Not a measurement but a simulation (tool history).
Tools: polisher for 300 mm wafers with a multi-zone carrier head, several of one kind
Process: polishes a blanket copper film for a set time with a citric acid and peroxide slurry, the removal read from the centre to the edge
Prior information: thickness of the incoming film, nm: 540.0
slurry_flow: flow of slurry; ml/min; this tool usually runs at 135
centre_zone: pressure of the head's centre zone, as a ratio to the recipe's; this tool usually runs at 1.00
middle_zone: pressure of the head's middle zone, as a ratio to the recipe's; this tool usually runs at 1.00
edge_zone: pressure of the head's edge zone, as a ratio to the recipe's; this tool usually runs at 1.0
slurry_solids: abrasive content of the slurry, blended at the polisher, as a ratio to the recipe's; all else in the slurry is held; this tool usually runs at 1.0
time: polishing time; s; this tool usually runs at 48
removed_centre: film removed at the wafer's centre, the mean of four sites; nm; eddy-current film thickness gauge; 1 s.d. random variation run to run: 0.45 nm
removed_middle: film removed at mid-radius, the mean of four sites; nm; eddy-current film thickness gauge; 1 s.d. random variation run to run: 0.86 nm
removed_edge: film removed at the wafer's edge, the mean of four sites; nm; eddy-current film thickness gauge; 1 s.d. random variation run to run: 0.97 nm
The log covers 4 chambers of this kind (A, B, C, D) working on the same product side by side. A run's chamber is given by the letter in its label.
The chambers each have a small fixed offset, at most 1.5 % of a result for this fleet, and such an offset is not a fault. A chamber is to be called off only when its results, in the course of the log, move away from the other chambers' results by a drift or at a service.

{"hour": 5.7, "done": "chamber B: worn pad replaced by a new one"}
{"run": "1A", "hour": 6.8, "slurry_flow": 135, "centre_zone": 1.0, "middle_zone": 1.0, "edge_zone": 1.0, "slurry_solids": 1.0, "time": 48, "removed_centre": 64.593, "removed_middle": 65.463, "removed_edge": 66.421}
{"hour": 11.3, "done": "chamber A: worn pad replaced by a new one"}
{"run": "2B", "hour": 20.9, "slurry_flow": 135, "centre_zone": 1.0, "middle_zone": 1.0, "edge_zone": 1.0, "slurry_solids": 1.0, "time": 48, "removed_centre": 65.619, "removed_middle": 66.426, "removed_edge": 64.37}
{"run": "3C", "hour": 32.4, "slurry_flow": 135, "centre_zone": 1.0, "middle_zone": 1.0, "edge_zone": 1.0, "slurry_solids": 1.0, "time": 48, "removed_centre": 65.714, "removed_middle": 63.897, "removed_edge": 63.285}
{"hour": 41.5, "done": "chamber C: worn pad replaced by a new one"}
{"run": "4D", "hour": 42.7, "slurry_flow": 135, "centre_zone": 1.0, "middle_zone": 1.0, "edge_zone": 1.0, "slurry_solids": 1.0, "time": 48, "removed_centre": 63.905, "removed_middle": 64.896, "removed_edge": 64.958}
{"run": "5A", "hour": 50.0, "slurry_flow": 135, "centre_zone": 1.0, "middle_zone": 1.0, "edge_zone": 1.0, "slurry_solids": 1.0, "time": 48, "removed_centre": 64.297, "removed_middle": 65.037, "removed_edge": 64.747}
{"run": "6C", "hour": 58.6, "slurry_flow": 135, "centre_zone": 1.0, "middle_zone": 1.0, "edge_zone": 1.0, "slurry_solids": 1.0, "time": 48, "removed_centre": 64.899, "removed_middle": 65.019, "removed_edge": 65.584}
{"run": "7D", "hour": 68.7, "slurry_flow": 135, "centre_zone": 1.0, "middle_zone": 1.0, "edge_zone": 1.0, "slurry_solids": 1.0, "time": 48, "removed_centre": 64.556, "removed_middle": 63.938, "removed_edge": 64.651}
{"hour": 72.0, "done": "chamber B: centre zone pressure recalibrated"}
{"run": "8B", "hour": 79.3, "slurry_flow": 135, "centre_zone": 1.0, "middle_zone": 1.0, "edge_zone": 1.0, "slurry_solids": 1.0, "time": 48, "removed_centre": 65.026, "removed_middle": 66.007, "removed_edge": 64.796}
{"run": "9B", "hour": 89.1, "slurry_flow": 135, "centre_zone": 1.0, "middle_zone": 0.95, "edge_zone": 1.0, "slurry_solids": 1.2, "time": 48, "removed_centre": 66.977, "removed_middle": 63.514, "removed_edge": 67.73}
{"run": "10D", "hour": 95.9, "slurry_flow": 135, "centre_zone": 1.0, "middle_zone": 0.95, "edge_zone": 1.0, "slurry_solids": 1.2, "time": 48, "removed_centre": 66.908, "removed_middle": 66.374, "removed_edge": 67.964}
{"hour": 96.4, "done": "chamber B: worn pad replaced by a new one"}
{"hour": 101.9, "done": "chamber A: worn pad replaced by a new one"}
{"run": "11A", "hour": 102.3, "slurry_flow": 135, "centre_zone": 1.0, "middle_zone": 0.95, "edge_zone": 1.0, "slurry_solids": 1.2, "time": 48, "removed_centre": 67.278, "removed_middle": 63.545, "removed_edge": 68.59}
{"hour": 111.7, "done": "chamber D: worn pad replaced by a new one"}
{"hour": 113.3, "done": "chamber C: worn pad replaced by a new one"}
{"run": "12C", "hour": 116.0, "slurry_flow": 135, "centre_zone": 1.0, "middle_zone": 0.95, "edge_zone": 1.0, "slurry_solids": 1.2, "time": 48, "removed_centre": 68.858, "removed_middle": 62.969, "removed_edge": 69.071}
{"run": "13A", "hour": 126.0, "slurry_flow": 135, "centre_zone": 1.0, "middle_zone": 1.0, "edge_zone": 1.0, "slurry_solids": 1.0, "time": 48, "removed_centre": 64.846, "removed_middle": 65.999, "removed_edge": 66.367}
{"hour": 131.7, "done": "chamber A: slurry nozzle cleaned"}
{"run": "14C", "hour": 136.7, "slurry_flow": 135, "centre_zone": 1.0, "middle_zone": 1.0, "edge_zone": 1.0, "slurry_solids": 1.0, "time": 48, "removed_centre": 65.893, "removed_middle": 64.517, "removed_edge": 64.588}
{"run": "15B", "hour": 148.6, "slurry_flow": 135, "centre_zone": 1.0, "middle_zone": 1.0, "edge_zone": 1.0, "slurry_solids": 1.0, "time": 48, "removed_centre": 64.457, "removed_middle": 64.592, "removed_edge": 65.321}
{"run": "16D", "hour": 156.5, "slurry_flow": 135, "centre_zone": 1.0, "middle_zone": 1.0, "edge_zone": 1.0, "slurry_solids": 1.0, "time": 48, "removed_centre": 63.597, "removed_middle": 64.916, "removed_edge": 63.992}
{"run": "17D", "hour": 169.6, "slurry_flow": 135, "centre_zone": 1.0, "middle_zone": 1.0, "edge_zone": 1.0, "slurry_solids": 1.0, "time": 48, "removed_centre": 64.834, "removed_middle": 65.213, "removed_edge": 64.798}
{"hour": 172.4, "done": "chamber B: worn pad replaced by a new one"}
{"hour": 176.4, "done": "chamber A: centre zone pressure recalibrated"}
{"hour": 176.6, "done": "chamber A: worn pad replaced by a new one"}
{"run": "18A", "hour": 182.4, "slurry_flow": 135, "centre_zone": 1.0, "middle_zone": 1.0, "edge_zone": 1.0, "slurry_solids": 1.0, "time": 48, "removed_centre": 65.325, "removed_middle": 64.141, "removed_edge": 68.106}
{"hour": 185.4, "done": "chamber D: slurry nozzle cleaned"}
{"run": "19C", "hour": 192.0, "slurry_flow": 135, "centre_zone": 1.0, "middle_zone": 1.0, "edge_zone": 1.0, "slurry_solids": 1.0, "time": 48, "removed_centre": 64.955, "removed_middle": 62.745, "removed_edge": 65.091}
{"hour": 204.4, "done": "chamber C: worn pad replaced by a new one"}
{"run": "20B", "hour": 204.7, "slurry_flow": 135, "centre_zone": 1.0, "middle_zone": 1.0, "edge_zone": 1.0, "slurry_solids": 1.0, "time": 48, "removed_centre": 64.855, "removed_middle": 65.486, "removed_edge": 65.403}
{"run": "21A", "hour": 215.4, "slurry_flow": 135, "centre_zone": 1.0, "middle_zone": 1.0, "edge_zone": 0.9, "slurry_solids": 1.0, "time": 55, "removed_centre": 74.422, "removed_middle": 76.048, "removed_edge": 71.254}
{"run": "22C", "hour": 229.5, "slurry_flow": 135, "centre_zone": 1.0, "middle_zone": 1.0, "edge_zone": 0.9, "slurry_solids": 1.0, "time": 55, "removed_centre": 74.14, "removed_middle": 72.319, "removed_edge": 70.319}
{"run": "23B", "hour": 241.8, "slurry_flow": 135, "centre_zone": 1.0, "middle_zone": 1.0, "edge_zone": 0.9, "slurry_solids": 1.0, "time": 55, "removed_centre": 73.389, "removed_middle": 74.549, "removed_edge": 69.136}
{"hour": 247.7, "done": "chamber A: edge zone pressure recalibrated"}
{"hour": 250.8, "done": "chamber B: worn pad replaced by a new one"}
{"hour": 251.7, "done": "chamber A: worn pad replaced by a new one"}
{"run": "24D", "hour": 255.4, "slurry_flow": 135, "centre_zone": 1.0, "middle_zone": 1.0, "edge_zone": 0.9, "slurry_solids": 1.0, "time": 55, "removed_centre": 73.313, "removed_middle": 74.14, "removed_edge": 71.688}
{"hour": 256.5, "done": "chamber D: worn pad replaced by a new one"}
{"run": "25D", "hour": 267.3, "slurry_flow": 135, "centre_zone": 1.0, "middle_zone": 1.0, "edge_zone": 1.0, "slurry_solids": 1.0, "time": 48, "removed_centre": 64.599, "removed_middle": 64.953, "removed_edge": 63.81}
{"run": "26C", "hour": 276.4, "slurry_flow": 135, "centre_zone": 1.0, "middle_zone": 1.0, "edge_zone": 1.0, "slurry_solids": 1.0, "time": 48, "removed_centre": 64.253, "removed_middle": 61.995, "removed_edge": 64.489}
{"run": "27B", "hour": 289.1, "slurry_flow": 135, "centre_zone": 1.0, "middle_zone": 1.0, "edge_zone": 1.0, "slurry_solids": 1.0, "time": 48, "removed_centre": 64.552, "removed_middle": 63.706, "removed_edge": 64.559}
{"hour": 290.9, "done": "chamber C: worn pad replaced by a new one"}
{"run": "28A", "hour": 297.1, "slurry_flow": 90, "centre_zone": 1.11, "middle_zone": 1.0, "edge_zone": 1.0, "slurry_solids": 1.0, "time": 48, "removed_centre": 64.723, "removed_middle": 60.603, "removed_edge": 60.588}
{"run": "29A", "hour": 308.5, "slurry_flow": 90, "centre_zone": 1.11, "middle_zone": 1.0, "edge_zone": 1.0, "slurry_solids": 1.0, "time": 48, "removed_centre": 64.975, "removed_middle": 58.256, "removed_edge": 61.764}
{"run": "30B", "hour": 314.8, "slurry_flow": 90, "centre_zone": 1.11, "middle_zone": 1.0, "edge_zone": 1.0, "slurry_solids": 1.0, "time": 48, "removed_centre": 63.692, "removed_middle": 59.315, "removed_edge": 59.618}
{"run": "31D", "hour": 326.1, "slurry_flow": 90, "centre_zone": 1.11, "middle_zone": 1.0, "edge_zone": 1.0, "slurry_solids": 1.0, "time": 48, "removed_centre": 64.642, "removed_middle": 58.93, "removed_edge": 62.172}
{"hour": 328.1, "done": "chamber B: worn pad replaced by a new one"}
{"hour": 339.6, "done": "chamber A: worn pad replaced by a new one"}
{"run": "32C", "hour": 339.8, "slurry_flow": 135, "centre_zone": 1.0, "middle_zone": 1.0, "edge_zone": 1.0, "slurry_solids": 1.0, "time": 48, "removed_centre": 62.169, "removed_middle": 63.005, "removed_edge": 63.227}
{"run": "33A", "hour": 352.2, "slurry_flow": 135, "centre_zone": 1.0, "middle_zone": 1.0, "edge_zone": 1.0, "slurry_solids": 1.0, "time": 48, "removed_centre": 65.106, "removed_middle": 65.374, "removed_edge": 65.895}
{"run": "34D", "hour": 360.2, "slurry_flow": 135, "centre_zone": 1.0, "middle_zone": 1.0, "edge_zone": 1.0, "slurry_solids": 1.0, "time": 48, "removed_centre": 65.021, "removed_middle": 64.101, "removed_edge": 65.692}
{"run": "35B", "hour": 369.9, "slurry_flow": 135, "centre_zone": 1.0, "middle_zone": 1.0, "edge_zone": 1.0, "slurry_solids": 1.0, "time": 48, "removed_centre": 64.551, "removed_middle": 64.934, "removed_edge": 64.021}
{"hour": 373.0, "done": "chamber C: worn pad replaced by a new one"}
{"hour": 377.4, "done": "chamber D: worn pad replaced by a new one"}
{"run": "36C", "hour": 382.9, "slurry_flow": 135, "centre_zone": 1.0, "middle_zone": 1.0, "edge_zone": 1.0, "slurry_solids": 1.1, "time": 48, "removed_centre": 62.421, "removed_middle": 61.799, "removed_edge": 63.345}
{"run": "37A", "hour": 389.7, "slurry_flow": 135, "centre_zone": 1.0, "middle_zone": 1.0, "edge_zone": 1.0, "slurry_solids": 1.1, "time": 48, "removed_centre": 66.731, "removed_middle": 65.937, "removed_edge": 66.791}
{"hour": 397.8, "done": "chamber B: centre zone pressure recalibrated"}
{"hour": 398.8, "done": "chamber B: worn pad replaced by a new one"}
{"run": "38D", "hour": 400.6, "slurry_flow": 135, "centre_zone": 1.0, "middle_zone": 1.0, "edge_zone": 1.0, "slurry_solids": 1.1, "time": 48, "removed_centre": 66.542, "removed_middle": 66.285, "removed_edge": 67.194}
{"run": "39B", "hour": 412.8, "slurry_flow": 135, "centre_zone": 1.0, "middle_zone": 1.0, "edge_zone": 1.0, "slurry_solids": 1.1, "time": 48, "removed_centre": 65.231, "removed_middle": 65.571, "removed_edge": 66.378}

Predict what each chamber gives when all 4 of them run the settings below next.
{"run": "40A", "hour": 423.1, "slurry_flow": 135, "centre_zone": 1.0, "middle_zone": 1.0, "edge_zone": 1.0, "slurry_solids": 1.0, "time": 48, "removed_centre": "?", "removed_middle": "?", "removed_edge": "?"}
{"run": "40B", "hour": 423.1, "slurry_flow": 135, "centre_zone": 1.0, "middle_zone": 1.0, "edge_zone": 1.0, "slurry_solids": 1.0, "time": 48, "removed_centre": "?", "removed_middle": "?", "removed_edge": "?"}
{"run": "40C", "hour": 423.1, "slurry_flow": 135, "centre_zone": 1.0, "middle_zone": 1.0, "edge_zone": 1.0, "slurry_solids": 1.0, "time": 48, "removed_centre": "?", "removed_middle": "?", "removed_edge": "?"}
{"run": "40D", "hour": 423.1, "slurry_flow": 135, "centre_zone": 1.0, "middle_zone": 1.0, "edge_zone": 1.0, "slurry_solids": 1.0, "time": 48, "removed_centre": "?", "removed_middle": "?", "removed_edge": "?"}

run=40A removed_centre=64.763 removed_middle=64.961 removed_edge=64.828
run=40B removed_centre=63.683 removed_middle=65.634 removed_edge=63.336
run=40C removed_centre=59.932 removed_middle=60.019 removed_edge=61.922
run=40D removed_centre=63.766 removed_middle=64.221 removed_edge=64.710
